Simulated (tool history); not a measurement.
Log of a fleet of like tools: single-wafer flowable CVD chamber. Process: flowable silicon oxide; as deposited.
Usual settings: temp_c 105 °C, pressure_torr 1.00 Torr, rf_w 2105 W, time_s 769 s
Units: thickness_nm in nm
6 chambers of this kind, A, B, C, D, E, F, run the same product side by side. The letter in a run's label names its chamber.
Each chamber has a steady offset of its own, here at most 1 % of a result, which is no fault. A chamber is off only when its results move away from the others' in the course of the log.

run,hour,temp_c,pressure_torr,rf_w,time_s,hours since the last thermocouple change,hours since the last RF generator calibration,hours since the last manometer calibration,"read-back reference wafer on the same gauge, thickness_nm",thickness_nm
1E,5.2,105,1.00,2105,769,568.6,1370.5,926.2,423.03,527.15
# hour 6.7: chamber C: capacitance manometer re-zeroed and calibrated
2D,10.2,105,1.00,2105,769,1346.8,320.9,757.6,423.15,530.16
3C,16.2,105,1.00,2105,769,1919.3,230.5,9.5,423.22,533.44
4F,19.5,105,1.00,2105,769,796.0,524.1,2987.5,423.48,529.58
5B,25.7,105,1.24,2105,875,1262.0,2132.6,266.7,423.43,764.08
6A,32.0,105,1.24,2105,875,668.4,2273.6,700.6,423.40,767.01
7F,35.2,105,1.24,2105,875,811.7,539.8,3003.2,423.51,768.98
8C,41.5,105,1.24,2105,875,1944.6,255.8,34.8,423.83,772.66
9A,45.8,105,1.24,2105,875,682.2,2287.4,714.4,423.65,763.94
10D,50.6,105,1.24,2105,875,1387.2,361.3,798.0,423.70,766.52
11B,55.6,105,1.00,2105,769,1291.9,2162.5,296.6,423.83,530.49
12E,62.3,105,1.00,2105,769,625.7,1427.6,983.3,423.85,527.06
13F,67.0,105,0.80,2430,769,843.5,571.6,3035.0,424.00,412.30
14C,72.1,105,0.80,2430,769,1975.2,286.4,65.4,424.22,415.43
15E,76.4,105,0.80,2430,769,639.8,1441.7,997.4,424.32,409.90
16D,79.7,105,0.80,2430,769,1416.3,390.4,827.1,424.40,413.17
17B,84.8,105,0.80,2430,769,1321.1,2191.7,325.8,424.51,414.44
18A,88.2,105,0.80,2430,769,724.6,2329.8,756.8,424.50,410.93
19E,92.1,105,1.00,2105,769,655.5,1457.4,1013.1,424.47,528.54
20B,98.3,105,1.00,2105,769,1334.6,2205.2,339.3,424.43,532.79
21F,101.8,105,1.00,2105,769,878.3,606.4,3069.8,424.73,531.72
# hour 104.4: chamber A: RF generator calibrated
22D,108.2,105,1.00,2105,769,1444.8,418.9,855.6,424.83,532.08
23C,114.6,105,1.00,2105,769,2017.7,328.9,107.9,424.83,535.41
24A,119.4,105,1.00,2105,769,755.8,15.0,788.0,424.92,530.92
# hour 121.0: chamber F: capacitance manometer re-zeroed and calibrated
25F,125.0,105,1.00,2105,769,901.5,629.6,4.0,424.80,530.82
26A,131.7,105,1.19,2105,769,768.1,27.3,800.3,425.08,644.89
27C,134.8,105,1.19,2105,769,2037.9,349.1,128.1,424.99,652.12
28E,139.7,105,1.19,2105,769,703.1,1505.0,1060.7,425.28,646.62
29D,142.7,105,1.19,2105,769,1479.3,453.4,890.1,425.23,649.07
30B,148.3,105,1.19,2105,769,1384.6,2255.2,389.3,425.38,647.23
31B,153.3,105,1.19,2105,769,1389.6,2260.2,394.3,425.52,647.17
32E,158.7,105,1.00,2105,769,722.1,1524.0,1079.7,425.63,531.91
33C,162.6,105,1.00,2105,769,2065.7,376.9,155.9,425.61,535.55
34D,169.0,105,1.00,2105,769,1505.6,479.7,916.4,425.58,533.57
35F,175.6,105,1.00,2105,769,952.1,680.2,54.6,425.77,531.31
36A,180.3,105,1.00,2105,769,816.7,75.9,848.9,425.84,530.93

What goes on in this fleet: one chamber off, a drifting gauge, or nothing beyond the chambers' own small offsets? Name the chamber and the cause, if any.

The gauge drifts, so all chambers seem to drift together. No chamber is off.
Cause: gauge reads high (%) = 0.695.
